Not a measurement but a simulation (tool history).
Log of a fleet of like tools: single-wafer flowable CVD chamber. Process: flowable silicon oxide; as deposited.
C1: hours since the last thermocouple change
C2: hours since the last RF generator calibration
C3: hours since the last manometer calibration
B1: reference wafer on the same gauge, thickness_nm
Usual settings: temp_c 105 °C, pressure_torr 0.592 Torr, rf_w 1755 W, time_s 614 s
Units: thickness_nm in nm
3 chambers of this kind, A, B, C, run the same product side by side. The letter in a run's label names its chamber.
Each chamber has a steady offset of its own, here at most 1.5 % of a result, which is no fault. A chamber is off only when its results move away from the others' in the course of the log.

run 1A hour=7.1 | temp_c=105 pressure_torr=0.592 rf_w=1755 time_s=614 | C1=385 C2=645.6 C3=994 | B1=224.96 | thickness_nm=203.07
run 2C hour=18.4 | temp_c=105 pressure_torr=0.592 rf_w=1755 time_s=614 | C1=1549.5 C2=108.8 C3=806.7 | B1=225.08 | thickness_nm=199.05
run 3B hour=34.2 | temp_c=105 pressure_torr=0.592 rf_w=1755 time_s=614 | C1=1270 C2=275 C3=1141.5 | B1=224.81 | thickness_nm=201.16
run 4A hour=43.2 | temp_c=105 pressure_torr=0.592 rf_w=1755 time_s=614 | C1=421.1 C2=681.7 C3=1030.1 | B1=224.72 | thickness_nm=202.94
run 5B hour=57.1 | temp_c=105 pressure_torr=0.592 rf_w=1755 time_s=614 | C1=1292.9 C2=297.9 C3=1164.4 | B1=224.93 | thickness_nm=202.57
run 6C hour=68.5 | temp_c=105 pressure_torr=0.592 rf_w=1755 time_s=614 | C1=1599.6 C2=158.9 C3=856.8 | B1=225.02 | thickness_nm=201.17
run 7C hour=82.2 | temp_c=105 pressure_torr=0.592 rf_w=1755 time_s=614 | C1=1613.3 C2=172.6 C3=870.5 | B1=224.66 | thickness_nm=201.02
run 8B hour=97.1 | temp_c=105 pressure_torr=0.592 rf_w=1755 time_s=614 | C1=1332.9 C2=337.9 C3=1204.4 | B1=224.68 | thickness_nm=203.22
run 9A hour=110.6 | temp_c=105 pressure_torr=0.592 rf_w=1755 time_s=614 | C1=488.5 C2=749.1 C3=1097.5 | B1=225.03 | thickness_nm=202.37
run 10B hour=120.9 | temp_c=114 pressure_torr=0.592 rf_w=1755 time_s=550 | C1=1356.7 C2=361.7 C3=1228.2 | B1=224.68 | thickness_nm=136.84
run 11C hour=135.6 | temp_c=114 pressure_torr=0.592 rf_w=1755 time_s=550 | C1=1666.7 C2=226 C3=923.9 | B1=225.26 | thickness_nm=134.3
run 12A hour=150.2 | temp_c=114 pressure_torr=0.592 rf_w=1755 time_s=550 | C1=528.1 C2=788.7 C3=1137.1 | B1=224.86 | thickness_nm=135.7
run 13A hour=163.5 | temp_c=105 pressure_torr=0.592 rf_w=1755 time_s=614 | C1=541.4 C2=802 C3=1150.4 | B1=225.18 | thickness_nm=202.6
run 14B hour=174 | temp_c=105 pressure_torr=0.532 rf_w=1470 time_s=614 | C1=1409.8 C2=414.8 C3=1281.3 | B1=225.17 | thickness_nm=164.98
run 15C hour=187.3 | temp_c=105 pressure_torr=0.532 rf_w=1470 time_s=614 | C1=1718.4 C2=277.7 C3=975.6 | B1=224.98 | thickness_nm=162.91
run 16C hour=202.2 | temp_c=105 pressure_torr=0.532 rf_w=1470 time_s=614 | C1=1733.3 C2=292.6 C3=990.5 | B1=224.89 | thickness_nm=162.17
run 17A hour=215.4 | temp_c=95 pressure_torr=0.592 rf_w=1755 time_s=614 | C1=593.3 C2=853.9 C3=1202.3 | B1=225.01 | thickness_nm=286.15
run 18B hour=229.4 | temp_c=95 pressure_torr=0.592 rf_w=1755 time_s=614 | C1=1465.2 C2=470.2 C3=1336.7 | B1=224.88 | thickness_nm=278.64
run 19B hour=236.8 | temp_c=95 pressure_torr=0.592 rf_w=1755 time_s=614 | C1=1472.6 C2=477.6 C3=1344.1 | B1=224.99 | thickness_nm=279.73
run 20A hour=249.8 | temp_c=115 pressure_torr=0.592 rf_w=1755 time_s=614 | C1=627.7 C2=888.3 C3=1236.7 | B1=225.04 | thickness_nm=148.46
run 21C hour=260.9 | temp_c=115 pressure_torr=0.592 rf_w=1755 time_s=614 | C1=1792 C2=351.3 C3=1049.2 | B1=225.18 | thickness_nm=142.82
run 22C hour=273.9 | temp_c=115 pressure_torr=0.592 rf_w=1755 time_s=614 | C1=1805 C2=364.3 C3=1062.2 | B1=224.86 | thickness_nm=144.2
run 23A hour=286 | temp_c=105 pressure_torr=0.592 rf_w=1755 time_s=614 | C1=663.9 C2=924.5 C3=1272.9 | B1=225.16 | thickness_nm=203.73
run 24B hour=301.7 | temp_c=91 pressure_torr=0.592 rf_w=1755 time_s=614 | C1=1537.5 C2=542.5 C3=1409 | B1=225.07 | thickness_nm=323.73
run 25A hour=310.8 | temp_c=91 pressure_torr=0.592 rf_w=1755 time_s=614 | C1=688.7 C2=949.3 C3=1297.7 | B1=224.88 | thickness_nm=324.01
run 26B hour=318 | temp_c=91 pressure_torr=0.592 rf_w=1755 time_s=614 | C1=1553.8 C2=558.8 C3=1425.3 | B1=225.1 | thickness_nm=321.26
run 27C hour=328.8 | temp_c=105 pressure_torr=0.592 rf_w=1755 time_s=614 | C1=1859.9 C2=419.2 C3=1117.1 | B1=225.1 | thickness_nm=197.01
run 28A hour=337.3 | temp_c=113 pressure_torr=0.592 rf_w=1755 time_s=517 | C1=715.2 C2=975.8 C3=1324.2 | B1=225.27 | thickness_nm=132.4
run 29B hour=349.5 | temp_c=113 pressure_torr=0.592 rf_w=1755 time_s=517 | C1=1585.3 C2=590.3 C3=1456.8 | B1=224.96 | thickness_nm=132.32
run 30C hour=364.8 | temp_c=113 pressure_torr=0.592 rf_w=1755 time_s=517 | C1=1895.9 C2=455.2 C3=1153.1 | B1=224.99 | thickness_nm=127.87
run 31B hour=372.7 | temp_c=105 pressure_torr=0.592 rf_w=1755 time_s=614 | C1=1608.5 C2=613.5 C3=1480 | B1=224.98 | thickness_nm=203.34
run 32A hour=385.9 | temp_c=105 pressure_torr=0.592 rf_w=1755 time_s=614 | C1=763.8 C2=1024.4 C3=1372.8 | B1=225.03 | thickness_nm=203.09
run 33C hour=401 | temp_c=105 pressure_torr=0.592 rf_w=1755 time_s=614 | C1=1932.1 C2=491.4 C3=1189.3 | B1=225.08 | thickness_nm=196.75
run 34A hour=412.5 | temp_c=105 pressure_torr=0.592 rf_w=1755 time_s=614 | C1=790.4 C2=1051 C3=1399.4 | B1=224.87 | thickness_nm=203.26
run 35C hour=427.7 | temp_c=105 pressure_torr=0.592 rf_w=1755 time_s=614 | C1=1958.8 C2=518.1 C3=1216 | B1=225.01 | thickness_nm=196.36
run 36B hour=435.6 | temp_c=105 pressure_torr=0.592 rf_w=1755 time_s=614 | C1=1671.4 C2=676.4 C3=1542.9 | B1=224.62 | thickness_nm=200.38
run 37C hour=449.2 | temp_c=105 pressure_torr=0.592 rf_w=1755 time_s=614 | C1=1980.3 C2=539.6 C3=1237.5 | B1=224.94 | thickness_nm=196.55
run 38B hour=456 | temp_c=105 pressure_torr=0.592 rf_w=1510 time_s=614 | C1=1691.8 C2=696.8 C3=1563.3 | B1=225.07 | thickness_nm=193.74
-- hour=462.1 chamber B: thermocouple changed; heater temperature recalibrated
run 39A hour=464.1 | temp_c=105 pressure_torr=0.592 rf_w=1510 time_s=614 | C1=842 C2=1102.6 C3=1451 | B1=225.19 | thickness_nm=195.75
run 40C hour=470.9 | temp_c=105 pressure_torr=0.592 rf_w=1510 time_s=614 | C1=2002 C2=561.3 C3=1259.2 | B1=224.95 | thickness_nm=187.93
run 41B hour=482 | temp_c=105 pressure_torr=0.592 rf_w=1755 time_s=614 | C1=20 C2=722.8 C3=1589.3 | B1=224.77 | thickness_nm=204.44
run 42A hour=488.8 | temp_c=105 pressure_torr=0.592 rf_w=1755 time_s=614 | C1=866.7 C2=1127.3 C3=1475.7 | B1=224.84 | thickness_nm=203.66
run 43B hour=504.2 | temp_c=105 pressure_torr=0.592 rf_w=1755 time_s=614 | C1=42.2 C2=745 C3=1611.5 | B1=224.69 | thickness_nm=201.84
run 44C hour=516.9 | temp_c=105 pressure_torr=0.592 rf_w=1755 time_s=614 | C1=2048 C2=607.3 C3=1305.2 | B1=224.96 | thickness_nm=195.15

What goes on in this fleet: one chamber off, a drifting gauge, or nothing beyond the chambers' own small offsets? Name the chamber and the cause, if any.

Chamber C drifts away from the others.
Cause: true pressure below the setpoint (%) = 2.05.
The log may not tell that from: wafer temperature above the value expected at the setpoint (K).

Here are 4 candidates for chamber C's next run, each the usual settings with a change, their results left as question marks. Which one brings its results back in line with what the others give on the usual settings?
In line means no further than this from the other chambers' mean on the usual settings: thickness_nm 3.4 nm
run 45C-1 hour=528.1 | temp_c=105 pressure_torr=0.629 rf_w=1770 time_s=614 | thickness_nm=?
run 45C-2 hour=528.1 | temp_c=104 pressure_torr=0.596 rf_w=1755 time_s=616 | thickness_nm=?
run 45C-3 hour=528.1 | temp_c=106 pressure_torr=0.588 rf_w=1755 time_s=612 | thickness_nm=?
run 45C-4 hour=528.1 | temp_c=105 pressure_torr=0.564 rf_w=1745 time_s=601 | thickness_nm=?

The other chambers' mean on the usual settings: thickness_nm 203.16 nm
run=45C-1 thickness_nm=212.88
run=45C-2 thickness_nm=204.18
run=45C-3 thickness_nm=186.16
run=45C-4 thickness_nm=177.91
45C-2 brings the chamber back in line.
